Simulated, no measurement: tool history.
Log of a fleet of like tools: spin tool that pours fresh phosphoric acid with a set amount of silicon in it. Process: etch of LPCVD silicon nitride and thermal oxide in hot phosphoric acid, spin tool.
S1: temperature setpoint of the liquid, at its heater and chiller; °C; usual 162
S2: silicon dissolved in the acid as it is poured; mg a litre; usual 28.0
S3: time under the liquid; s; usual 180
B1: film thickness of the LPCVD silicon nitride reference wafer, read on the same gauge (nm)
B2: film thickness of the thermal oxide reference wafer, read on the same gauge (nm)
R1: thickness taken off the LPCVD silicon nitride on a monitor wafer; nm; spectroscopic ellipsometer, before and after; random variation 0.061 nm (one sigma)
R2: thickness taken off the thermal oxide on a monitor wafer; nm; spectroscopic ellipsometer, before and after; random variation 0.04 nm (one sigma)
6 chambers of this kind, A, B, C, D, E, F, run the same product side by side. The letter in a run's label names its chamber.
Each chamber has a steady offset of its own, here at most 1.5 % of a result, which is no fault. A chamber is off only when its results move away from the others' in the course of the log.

run,day,S1,S2,S3,B1,B2,R1,R2
1B,0.333,162,28.0,180,110.01,109.99,19.389,0.222770
2C,0.688,162,28.0,180,110.00,109.97,19.616,0.343920
# day 1.104: chamber F: heated supply line repaired
3D,1.150,162,28.0,180,110.01,110.01,19.264,0.292020
4E,1.612,162,28.0,180,109.99,109.97,19.503,0.294960
5A,1.908,162,28.0,180,110.01,109.99,19.516,0.317730
6F,2.229,162,28.0,180,109.99,110.01,19.290,0.288030
7A,2.571,162,28.0,180,110.01,110.02,19.360,0.362990
8C,3.054,162,28.0,180,110.01,110.01,19.570,0.272400
# day 3.488: chamber C: dissolved silicon flow meter replaced
9F,3.500,162,28.0,180,109.97,110.02,19.460,0.271000
10B,3.817,162,28.0,180,110.01,109.99,19.277,0.274540
11D,4.362,162,28.0,180,110.02,109.97,19.379,0.283660
# day 4.667: chamber D: heated supply line repaired
12E,4.921,162,28.0,180,109.99,109.97,19.495,0.366950
13E,5.267,162,28.0,180,109.97,110.00,19.412,0.352550
14C,5.512,162,28.0,180,110.00,110.01,19.528,0.293070
15A,5.871,162,28.0,180,110.00,109.97,19.409,0.277000
16F,6.233,162,28.0,180,110.00,110.01,19.333,0.237370
17D,6.608,162,28.0,180,110.00,109.98,19.276,0.290690
# day 6.688: chamber C: thermometer replaced
18B,6.912,162,28.0,180,110.00,110.02,19.418,0.258420
19D,7.333,162,28.0,180,109.99,110.02,19.188,0.319140
20C,7.696,162,28.0,180,110.00,110.01,19.616,0.352700
21F,8.046,162,28.0,180,109.98,110.00,19.487,0.263920
# day 8.208: chamber A: thermometer replaced
22E,8.362,162,28.0,180,109.98,110.01,19.449,0.301220
23A,8.775,162,28.0,180,109.96,109.98,19.452,0.193230
24B,9.062,162,28.0,180,109.98,109.99,19.382,0.287130
25D,9.462,162,28.0,180,110.02,110.00,19.243,0.369260
26E,9.971,162,28.0,180,110.00,110.00,19.386,0.257690
# day 10.262: chamber D: dissolved silicon flow meter replaced
27A,10.529,162,42.5,120,109.99,110.03,13.040,0.081047
28B,10.796,162,42.5,120,110.00,110.02,12.951,0.080605
29C,11.238,162,42.5,120,110.02,109.99,13.032,0.089080
30F,11.579,162,42.5,120,110.00,110.01,12.959,0.075729
31C,11.967,162,42.5,120,109.99,110.02,13.058,0.102260
32D,12.279,162,42.5,120,110.02,110.00,12.838,0.080819
33A,12.550,162,28.0,180,109.99,110.01,19.516,0.316430
34E,12.929,162,28.0,180,109.99,110.01,19.483,0.257450
35B,13.296,162,28.0,180,110.00,109.99,19.365,0.286660
36F,13.779,165,28.0,180,110.01,109.98,21.373,0.352910
37A,14.238,165,28.0,180,110.01,110.01,21.625,0.335980
38C,14.508,165,28.0,180,110.00,110.00,21.532,0.328330

All 6 chambers run these settings next. Forecast each chamber's results:
39A,14.912,162,28.0,270,,,?,?
39B,14.912,162,28.0,270,,,?,?
39C,14.912,162,28.0,270,,,?,?
39D,14.912,162,28.0,270,,,?,?
39E,14.912,162,28.0,270,,,?,?
39F,14.912,162,28.0,270,,,?,?

run,R1,R2
39A,29.366,0.409720
39B,28.898,0.399540
39C,29.356,0.369880
39D,28.926,0.451170
39E,29.021,0.444040
39F,29.078,0.509960

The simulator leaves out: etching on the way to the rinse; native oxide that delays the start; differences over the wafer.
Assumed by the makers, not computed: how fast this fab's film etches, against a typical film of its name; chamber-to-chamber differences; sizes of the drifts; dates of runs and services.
